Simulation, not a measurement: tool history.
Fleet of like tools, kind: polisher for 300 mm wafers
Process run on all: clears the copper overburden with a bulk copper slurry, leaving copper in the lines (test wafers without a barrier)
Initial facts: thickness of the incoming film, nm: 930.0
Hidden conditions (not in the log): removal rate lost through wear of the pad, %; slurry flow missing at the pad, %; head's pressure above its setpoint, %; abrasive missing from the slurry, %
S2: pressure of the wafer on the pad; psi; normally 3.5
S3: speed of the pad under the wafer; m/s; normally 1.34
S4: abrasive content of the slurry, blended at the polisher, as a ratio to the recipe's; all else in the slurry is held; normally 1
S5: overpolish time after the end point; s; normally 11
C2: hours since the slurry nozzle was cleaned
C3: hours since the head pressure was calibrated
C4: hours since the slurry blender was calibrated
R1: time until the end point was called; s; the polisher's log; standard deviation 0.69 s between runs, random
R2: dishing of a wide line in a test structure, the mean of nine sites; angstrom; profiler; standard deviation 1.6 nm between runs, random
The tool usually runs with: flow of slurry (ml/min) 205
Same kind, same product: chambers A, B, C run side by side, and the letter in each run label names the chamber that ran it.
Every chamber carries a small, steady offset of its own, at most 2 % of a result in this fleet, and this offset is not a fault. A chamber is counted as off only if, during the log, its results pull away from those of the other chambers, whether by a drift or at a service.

Run 1A, hour 11.5: usual settings; wafers polished on this pad 399; C2 241.8; C3 345.1; C4 156.6. Result: R1 75.361 s, R2 752.11 angstrom.
Run 2B, hour 18.6: usual settings; wafers polished on this pad 565; C2 179.3; C3 318.9; C4 105.8. Result: R1 74.63 s, R2 785.13 angstrom.
Run 3C, hour 24.4: usual settings; wafers polished on this pad 484; C2 771.1; C3 57.7; C4 36.4. Result: R1 74.457 s, R2 770.11 angstrom.
At hour 27.4: chamber C: slurry nozzle cleaned.
Run 4A, hour 35.7: usual settings; wafers polished on this pad 558; C2 266; C3 369.3; C4 180.8. Result: R1 74.621 s, R2 727.15 angstrom.
Run 5B, hour 44.3: usual settings; wafers polished on this pad 734; C2 205; C3 344.6; C4 131.5. Result: R1 73.5 s, R2 776.79 angstrom.
At hour 47: chamber B: worn pad replaced by a new one.
Run 6C, hour 51.8: usual settings; wafers polished on this pad 664; C2 24.5; C3 85.1; C4 63.8. Result: R1 73.593 s, R2 794.24 angstrom.
Run 7A, hour 58: usual settings; wafers polished on this pad 705; C2 288.3; C3 391.6; C4 203.1. Result: R1 74.992 s, R2 758.49 angstrom.
Run 8C, hour 66: usual settings but S2 2.4 psi, S5 15 s; wafers polished on this pad 758; C2 38.7; C3 99.3; C4 78. Result: R1 110.09 s, R2 709.07 angstrom.
Run 9B, hour 78.2: usual settings but S2 2.4 psi, S5 15 s; wafers polished on this pad 206; C2 238.9; C3 378.5; C4 165.4. Result: R1 110.09 s, R2 700.04 angstrom.
At hour 83.6: chamber A: head pressure recalibrated.
Run 10A, hour 85.2: usual settings but S2 2.4 psi, S5 15 s; wafers polished on this pad 885; C2 315.5; C3 1.7; C4 230.3. Result: R1 108.22 s, R2 706.21 angstrom.
Run 11C, hour 96: usual settings; wafers polished on this pad 956; C2 68.7; C3 129.3; C4 108. Result: R1 74.948 s, R2 768.68 angstrom.
Run 12B, hour 102.4: usual settings; wafers polished on this pad 365; C2 263.1; C3 402.7; C4 189.6. Result: R1 74.058 s, R2 761.2 angstrom.
At hour 103.3: chamber C: worn pad replaced by a new one.
Run 13A, hour 114.6: usual settings; wafers polished on this pad 1078; C2 344.9; C3 31.1; C4 259.7. Result: R1 76.224 s, R2 764.62 angstrom.
At hour 119.9: chamber B: slurry nozzle cleaned.
Run 14B, hour 122.9: usual settings but flow of slurry (ml/min) 150; wafers polished on this pad 500; C2 3.1; C3 423.2; C4 210.1. Result: R1 80.34 s, R2 718.46 angstrom.
At hour 131.3: chamber B: slurry blender recalibrated.
Run 15C, hour 135.2: usual settings but flow of slurry (ml/min) 150; wafers polished on this pad 210; C2 107.9; C3 168.5; C4 147.2. Result: R1 77.354 s, R2 752.28 angstrom.
At hour 139.9: chamber A: slurry blender recalibrated.
Run 16C, hour 144.6: usual settings but flow of slurry (ml/min) 150; wafers polished on this pad 272; C2 117.3; C3 177.9; C4 156.6. Result: R1 77.222 s, R2 761.62 angstrom.
Run 17B, hour 157.6: usual settings but S4 0.75; wafers polished on this pad 729; C2 37.8; C3 457.9; C4 26.3. Result: R1 79.259 s, R2 730.62 angstrom.
Run 18A, hour 163.7: usual settings but S4 0.75; wafers polished on this pad 1402; C2 394; C3 80.2; C4 23.8. Result: R1 80.105 s, R2 701.15 angstrom.
Run 19B, hour 170.2: usual settings but S4 0.75; wafers polished on this pad 812; C2 50.4; C3 470.5; C4 38.9. Result: R1 79.468 s, R2 715.05 angstrom.
Run 20A, hour 178.5: usual settings; wafers polished on this pad 1500; C2 408.8; C3 95; C4 38.6. Result: R1 77.271 s, R2 758.9 angstrom.
Run 21C, hour 190.2: usual settings; wafers polished on this pad 573; C2 162.9; C3 223.5; C4 202.2. Result: R1 76.193 s, R2 785.29 angstrom.
At hour 193.5: chamber B: worn pad replaced by a new one.
Run 22B, hour 200.7: usual settings; wafers polished on this pad 47; C2 80.9; C3 501; C4 69.4. Result: R1 75.645 s, R2 775.11 angstrom.
At hour 204.4: chamber A: slurry nozzle cleaned.
Run 23A, hour 207.3: usual settings; wafers polished on this pad 1690; C2 3; C3 123.8; C4 67.4. Result: R1 77.849 s, R2 732.4 angstrom.
Run 24C, hour 213.9: usual settings; wafers polished on this pad 729; C2 186.6; C3 247.2; C4 225.9. Result: R1 75.268 s, R2 785.76 angstrom.
Run 25A, hour 222.2: usual settings; wafers polished on this pad 1788; C2 17.9; C3 138.7; C4 82.3. Result: R1 79.237 s, R2 716.06 angstrom.
Run 26B, hour 231.9: usual settings; wafers polished on this pad 253; C2 112.1; C3 532.2; C4 100.6. Result: R1 73.922 s, R2 732.82 angstrom.
Run 27C, hour 241: usual settings; wafers polished on this pad 908; C2 213.7; C3 274.3; C4 253. Result: R1 74.341 s, R2 783.12 angstrom.
Run 28C, hour 252.9: usual settings but S2 3.9 psi; wafers polished on this pad 986; C2 225.6; C3 286.2; C4 264.9. Result: R1 64.988 s, R2 822.42 angstrom.
Run 29B, hour 258.6: usual settings but S2 3.9 psi; wafers polished on this pad 429; C2 138.8; C3 558.9; C4 127.3. Result: R1 67.804 s, R2 811.66 angstrom.
Run 30A, hour 267.2: usual settings but S2 3.9 psi; wafers polished on this pad 2085; C2 62.9; C3 183.7; C4 127.3. Result: R1 72.501 s, R2 799.07 angstrom.
Run 31B, hour 278.8: usual settings; wafers polished on this pad 562; C2 159; C3 579.1; C4 147.5. Result: R1 74.48 s, R2 738.98 angstrom.
Run 32A, hour 290.4: usual settings; wafers polished on this pad 2238; C2 86.1; C3 206.9; C4 150.5. Result: R1 81.317 s, R2 731.98 angstrom.
At hour 294.8: chamber C: worn pad replaced by a new one.
Run 33C, hour 299.4: usual settings; wafers polished on this pad 30; C2 272.1; C3 332.7; C4 311.4. Result: R1 75.113 s, R2 788.38 angstrom.
At hour 308.6: chamber B: slurry blender recalibrated.
Run 34B, hour 310.5: usual settings; wafers polished on this pad 771; C2 190.7; C3 610.8; C4 2. Result: R1 73.702 s, R2 764.5 angstrom.
At hour 314: chamber C: head pressure recalibrated.
Run 35C, hour 323.6: usual settings; wafers polished on this pad 190; C2 296.3; C3 9.7; C4 335.6. Result: R1 75.32 s, R2 767.15 angstrom.

Predict what each chamber gives when all 3 of them run the settings below next.
Run 36A, hour 332.9: usual settings. Result: R1 ?, R2 ?.
Run 36B, hour 332.9: usual settings. Result: R1 ?, R2 ?.
Run 36C, hour 332.9: usual settings. Result: R1 ?, R2 ?.

run      R1      R2
36A  84.169  712.96
36B  74.397  807.85
36C  74.945   782.7

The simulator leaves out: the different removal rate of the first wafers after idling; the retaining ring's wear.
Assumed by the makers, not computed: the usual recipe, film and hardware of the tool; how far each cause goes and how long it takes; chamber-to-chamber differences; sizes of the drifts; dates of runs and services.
